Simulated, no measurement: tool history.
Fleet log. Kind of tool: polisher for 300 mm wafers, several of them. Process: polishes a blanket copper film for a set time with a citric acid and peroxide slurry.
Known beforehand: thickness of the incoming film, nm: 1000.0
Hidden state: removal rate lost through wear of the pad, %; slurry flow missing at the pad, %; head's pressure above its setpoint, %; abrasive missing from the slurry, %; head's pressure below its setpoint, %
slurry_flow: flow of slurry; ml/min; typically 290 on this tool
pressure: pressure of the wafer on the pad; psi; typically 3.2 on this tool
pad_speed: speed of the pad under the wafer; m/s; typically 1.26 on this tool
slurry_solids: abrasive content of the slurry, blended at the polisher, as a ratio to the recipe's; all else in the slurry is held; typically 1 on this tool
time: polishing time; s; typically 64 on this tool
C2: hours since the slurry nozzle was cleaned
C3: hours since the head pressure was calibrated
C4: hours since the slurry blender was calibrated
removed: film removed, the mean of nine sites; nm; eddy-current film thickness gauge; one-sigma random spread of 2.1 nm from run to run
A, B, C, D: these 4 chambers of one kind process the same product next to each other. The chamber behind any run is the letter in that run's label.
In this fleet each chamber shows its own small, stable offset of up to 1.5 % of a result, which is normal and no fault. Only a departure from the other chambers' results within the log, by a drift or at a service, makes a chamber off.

At hour 0.2: chamber D: worn pad replaced by a new one.
At hour 0.3: chamber D: slurry blender recalibrated.
Run 1B, hour 9.3: usual settings; wafers polished on this pad 211; C2 222.4; C3 129; C4 92.5. Result: removed 163.22 nm.
At hour 12: chamber C: worn pad replaced by a new one.
Run 2D, hour 18.5: usual settings; wafers polished on this pad 207; C2 98.7; C3 34; C4 18.2. Result: removed 162.07 nm.
Run 3C, hour 27.7: usual settings; wafers polished on this pad 177; C2 526.9; C3 129.5; C4 240.7. Result: removed 159.09 nm.
Run 4A, hour 38.4: usual settings; wafers polished on this pad 962; C2 70.2; C3 395.3; C4 163.8. Result: removed 163.12 nm.
At hour 42.8: chamber B: slurry blender recalibrated.
At hour 45.5: chamber A: worn pad replaced by a new one.
Run 5B, hour 50.8: usual settings; wafers polished on this pad 679; C2 263.9; C3 170.5; C4 8.1. Result: removed 157.44 nm.
Run 6A, hour 59.9: usual settings; wafers polished on this pad 163; C2 91.7; C3 416.8; C4 185.3. Result: removed 162.81 nm.
At hour 63.1: chamber A: slurry blender recalibrated.
Run 7D, hour 71.9: usual settings; wafers polished on this pad 809; C2 152.1; C3 87.4; C4 71.6. Result: removed 157.57 nm.
Run 8C, hour 85.6: usual settings but slurry_solids 0.7; wafers polished on this pad 831; C2 584.8; C3 187.4; C4 298.6. Result: removed 143.92 nm.
At hour 90.4: chamber B: worn pad replaced by a new one.
Run 9C, hour 92.8: usual settings but slurry_solids 0.7; wafers polished on this pad 912; C2 592; C3 194.6; C4 305.8. Result: removed 148.05 nm.
At hour 103.8: chamber D: worn pad replaced by a new one.
Run 10A, hour 107.5: usual settings but slurry_solids 0.7; wafers polished on this pad 700; C2 139.3; C3 464.4; C4 44.5. Result: removed 152.69 nm.
At hour 114.5: chamber C: worn pad replaced by a new one.
Run 11D, hour 117.3: usual settings but slurry_solids 0.7; wafers polished on this pad 152; C2 197.5; C3 132.8; C4 117. Result: removed 146.86 nm.
Run 12B, hour 126.4: usual settings; wafers polished on this pad 407; C2 339.5; C3 246.1; C4 83.7. Result: removed 155.49 nm.
Run 13C, hour 134.9: usual settings; wafers polished on this pad 230; C2 634.1; C3 236.7; C4 347.9. Result: removed 162.24 nm.
At hour 142.3: chamber A: worn pad replaced by a new one.
Run 14B, hour 145.5: usual settings; wafers polished on this pad 622; C2 358.6; C3 265.2; C4 102.8. Result: removed 155.62 nm.
At hour 154.7: chamber A: head pressure recalibrated.
Run 15A, hour 155.5: usual settings; wafers polished on this pad 149; C2 187.3; C3 0.9; C4 92.5. Result: removed 180.37 nm.
At hour 163.3: chamber B: slurry blender recalibrated.
Run 16D, hour 164.3: usual settings; wafers polished on this pad 683; C2 244.5; C3 179.8; C4 164. Result: removed 161.23 nm.
Run 17A, hour 176.9: usual settings; wafers polished on this pad 391; C2 208.7; C3 22.3; C4 113.9. Result: removed 180.57 nm.
Run 18B, hour 183.4: usual settings but slurry_solids 0.75; wafers polished on this pad 1050; C2 396.5; C3 303.1; C4 20.1. Result: removed 148.82 nm.
At hour 188.4: chamber B: worn pad replaced by a new one.
Run 19D, hour 192.4: usual settings but slurry_solids 0.75; wafers polished on this pad 1000; C2 272.6; C3 207.9; C4 192.1. Result: removed 151.14 nm.
Run 20C, hour 204.6: usual settings but slurry_solids 0.75; wafers polished on this pad 1017; C2 703.8; C3 306.4; C4 417.6. Result: removed 151.44 nm.
Run 21A, hour 218.2: usual settings but slurry_solids 0.75; wafers polished on this pad 857; C2 250; C3 63.6; C4 155.2. Result: removed 165.01 nm.
At hour 224.8: chamber C: slurry nozzle cleaned.
At hour 229.6: chamber A: slurry nozzle cleaned.
At hour 231.3: chamber D: worn pad replaced by a new one.
Run 22B, hour 232.6: usual settings; wafers polished on this pad 499; C2 445.7; C3 352.3; C4 69.3. Result: removed 156.28 nm.
At hour 234.7: chamber C: worn pad replaced by a new one.
Run 23C, hour 241.7: usual settings; wafers polished on this pad 79; C2 17; C3 343.5; C4 454.7. Result: removed 162.53 nm.
At hour 244: chamber C: slurry blender recalibrated.
Run 24D, hour 248.7: usual settings; wafers polished on this pad 196; C2 328.9; C3 264.2; C4 248.4. Result: removed 161.48 nm.
At hour 251.5: chamber A: slurry blender recalibrated.
At hour 256.7: chamber A: worn pad replaced by a new one.
Run 25D, hour 262.6: usual settings; wafers polished on this pad 353; C2 342.8; C3 278.1; C4 262.3. Result: removed 161.33 nm.
Run 26A, hour 275.6: usual settings; wafers polished on this pad 213; C2 46.1; C3 121; C4 24.1. Result: removed 174.83 nm.
Run 27C, hour 286.2: usual settings; wafers polished on this pad 581; C2 61.5; C3 388; C4 42.2. Result: removed 163.15 nm.
At hour 289.6: chamber B: slurry blender recalibrated.
Run 28B, hour 293.6: usual settings; wafers polished on this pad 1187; C2 506.7; C3 413.3; C4 4. Result: removed 155.05 nm.
At hour 304.6: chamber B: worn pad replaced by a new one.
Run 29D, hour 306.1: usual settings; wafers polished on this pad 844; C2 386.3; C3 321.6; C4 305.8. Result: removed 161.73 nm.
Run 30A, hour 314.4: usual settings; wafers polished on this pad 651; C2 84.9; C3 159.8; C4 62.9. Result: removed 173.14 nm.
At hour 319.8: chamber B: slurry nozzle cleaned.
Run 31C, hour 324.7: usual settings; wafers polished on this pad 1016; C2 100; C3 426.5; C4 80.7. Result: removed 161.2 nm.
At hour 328.3: chamber C: worn pad replaced by a new one.
At hour 329.5: chamber C: head pressure recalibrated.
At hour 332: chamber D: worn pad replaced by a new one.
Run 32B, hour 334.8: usual settings; wafers polished on this pad 341; C2 15.1; C3 454.5; C4 45.2. Result: removed 160.53 nm.
At hour 344.4: chamber A: worn pad replaced by a new one.
Run 33B, hour 349.6: usual settings; wafers polished on this pad 508; C2 29.9; C3 469.3; C4 60. Result: removed 156.1 nm.
Run 34C, hour 358: usual settings; wafers polished on this pad 336; C2 133.3; C3 28.5; C4 114. Result: removed 161.49 nm.
At hour 364.7: chamber D: slurry nozzle cleaned.
Run 35A, hour 373: usual settings; wafers polished on this pad 323; C2 143.5; C3 218.4; C4 121.5. Result: removed 181.19 nm.
Run 36D, hour 382.7: usual settings but slurry_solids 0.75; wafers polished on this pad 572; C2 18; C3 398.2; C4 382.4. Result: removed 151.91 nm.
Run 37B, hour 391.3: usual settings but slurry_solids 0.75; wafers polished on this pad 979; C2 71.6; C3 511; C4 101.7. Result: removed 145.21 nm.
Run 38D, hour 404.7: usual settings but slurry_solids 0.75; wafers polished on this pad 820; C2 40; C3 420.2; C4 404.4. Result: removed 149.9 nm.
Run 39A, hour 413.9: usual settings but slurry_solids 0.75; wafers polished on this pad 784; C2 184.4; C3 259.3; C4 162.4. Result: removed 164.04 nm.
Run 40C, hour 423.7: usual settings; wafers polished on this pad 1077; C2 199; C3 94.2; C4 179.7. Result: removed 159.18 nm.

All 4 chambers run these settings next. Forecast each chamber's results:
Run 41A, hour 434.4: usual settings. Result: removed ?.
Run 41B, hour 434.4: usual settings. Result: removed ?.
Run 41C, hour 434.4: usual settings. Result: removed ?.
Run 41D, hour 434.4: usual settings. Result: removed ?.

run  removed
41A   175.56
41B   151.88
41C    160.6
41D   161.66

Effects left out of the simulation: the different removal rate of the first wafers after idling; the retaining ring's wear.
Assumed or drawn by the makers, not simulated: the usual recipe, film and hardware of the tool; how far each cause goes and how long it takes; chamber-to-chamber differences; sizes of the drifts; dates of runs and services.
